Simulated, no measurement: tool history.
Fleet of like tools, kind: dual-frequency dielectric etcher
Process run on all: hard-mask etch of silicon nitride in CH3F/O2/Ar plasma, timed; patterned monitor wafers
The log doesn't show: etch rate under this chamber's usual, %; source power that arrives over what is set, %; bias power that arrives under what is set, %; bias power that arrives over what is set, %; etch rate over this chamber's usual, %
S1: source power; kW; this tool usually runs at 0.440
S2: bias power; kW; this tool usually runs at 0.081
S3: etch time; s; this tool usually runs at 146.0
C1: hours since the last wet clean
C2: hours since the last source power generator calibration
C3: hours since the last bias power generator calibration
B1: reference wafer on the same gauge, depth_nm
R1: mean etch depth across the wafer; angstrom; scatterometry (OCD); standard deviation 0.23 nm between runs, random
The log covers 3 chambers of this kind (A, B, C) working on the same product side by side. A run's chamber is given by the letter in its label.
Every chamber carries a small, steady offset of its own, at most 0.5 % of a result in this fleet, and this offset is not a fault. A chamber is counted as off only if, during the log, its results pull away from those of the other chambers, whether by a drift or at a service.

run,day,S1,S2,S3,C1,C2,C3,B1,R1
1A,0.504,0.440,0.081,146.0,254.7,2334.2,3367.8,117.95,1099.90
2C,1.125,0.440,0.081,146.0,590.0,576.1,3562.8,118.10,1110.50
3B,1.538,0.440,0.081,146.0,354.8,427.8,1095.6,117.92,1101.10
4C,2.150,0.440,0.081,146.0,614.6,600.7,3587.4,118.01,1108.60
# day 2.217: chamber C: wet clean of the chamber
5A,2.629,0.350,0.081,115.0,305.7,2385.2,3418.8,117.96,797.86
# day 2.854: chamber B: wet clean of the chamber
6B,3.142,0.350,0.081,115.0,6.9,466.3,1134.1,117.97,796.85
7C,3.712,0.350,0.081,115.0,35.9,638.2,3624.9,118.00,804.47
8A,4.183,0.440,0.081,146.0,343.0,2422.5,3456.1,117.97,1102.40
9B,4.546,0.440,0.081,146.0,40.6,500.0,1167.8,118.01,1103.50
10B,5.054,0.440,0.081,146.0,52.8,512.2,1180.0,117.92,1101.10
11A,5.542,0.440,0.081,146.0,375.6,2455.1,3488.7,117.95,1100.40
12C,6.054,0.440,0.081,146.0,92.1,694.4,3681.1,117.94,1110.40
13C,6.550,0.440,0.081,146.0,104.0,706.3,3693.0,117.95,1108.40
# day 6.883: chamber A: wet clean of the chamber
14A,7.183,0.440,0.081,146.0,7.3,2494.5,3528.1,118.01,1082.60
15B,7.775,0.440,0.081,146.0,118.1,577.5,1245.3,117.96,1097.30
16A,8.175,0.440,0.081,146.0,31.1,2518.3,3551.9,118.00,1082.90
17C,8.796,0.390,0.092,146.0,157.9,760.2,3746.9,118.04,1106.50
18B,9.079,0.390,0.092,146.0,149.4,608.8,1276.6,117.96,1102.70
19C,9.575,0.390,0.092,146.0,176.6,778.9,3765.6,117.95,1110.30
20A,9.950,0.350,0.081,109.5,73.7,2560.9,3594.5,118.02,744.45
21B,10.375,0.350,0.081,109.5,180.5,639.9,1307.7,117.99,758.07
22C,11.000,0.350,0.081,109.5,210.8,813.1,3799.8,117.99,764.12
23B,11.558,0.440,0.081,146.0,208.9,668.3,1336.1,117.97,1102.50
24A,12.083,0.440,0.081,146.0,124.9,2612.1,3645.7,118.01,1082.70
25B,12.675,0.440,0.081,146.0,235.7,695.1,1362.9,118.02,1098.20
26A,13.275,0.440,0.081,146.0,153.5,2640.7,3674.3,118.03,1086.60
27C,13.625,0.440,0.081,146.0,273.8,876.1,3862.8,117.97,1106.40
# day 13.988: chamber C: bias power generator calibrated
28C,14.092,0.440,0.081,146.0,285.0,887.3,2.6,118.02,1108.60
29B,14.617,0.440,0.081,146.0,282.3,741.7,1409.5,117.99,1101.80
30A,15.221,0.340,0.081,146.0,200.2,2687.4,3721.0,117.98,982.08
31A,15.533,0.340,0.081,146.0,207.7,2694.9,3728.5,117.96,985.76
32C,15.817,0.340,0.081,146.0,326.4,928.7,44.0,117.96,1010.90
33B,16.371,0.440,0.081,146.0,324.4,783.8,1451.6,117.98,1101.70
34C,16.683,0.440,0.081,146.0,347.2,949.5,64.8,118.04,1106.70

Read the log: is a single chamber off, either drifting away or since a service, is the gauge that measures every chamber drifting, or is nothing wrong beyond small per-chamber offsets? Name any odd chamber and what most likely caused it.

Chamber A came out of a service off from its peers and stayed that way.
Cause: etch rate under this chamber's usual, % = 1.7.

Chamber A could run next with any of the 4 candidate recipes listed below; each alters the usual settings, and their results appear as question marks. Which one brings its results back in line with what the other chambers deliver on the usual settings?
Counts as in line when no further than this from what the other chambers average on the usual settings: R1 8.80 angstrom
35A-1,17.138,0.440,0.081,145.5,,,,,?
35A-2,17.138,0.440,0.081,146.5,,,,,?
35A-3,17.138,0.440,0.081,143.5,,,,,?
35A-4,17.138,0.460,0.081,146.0,,,,,?

The other chambers' mean on the usual settings: R1 1104.70 angstrom
run,R1
35A-1,1079.80
35A-2,1087.30
35A-3,1065.00
35A-4,1102.00
The right change is 35A-4: it brings the chamber back within the allowed miss of the others.

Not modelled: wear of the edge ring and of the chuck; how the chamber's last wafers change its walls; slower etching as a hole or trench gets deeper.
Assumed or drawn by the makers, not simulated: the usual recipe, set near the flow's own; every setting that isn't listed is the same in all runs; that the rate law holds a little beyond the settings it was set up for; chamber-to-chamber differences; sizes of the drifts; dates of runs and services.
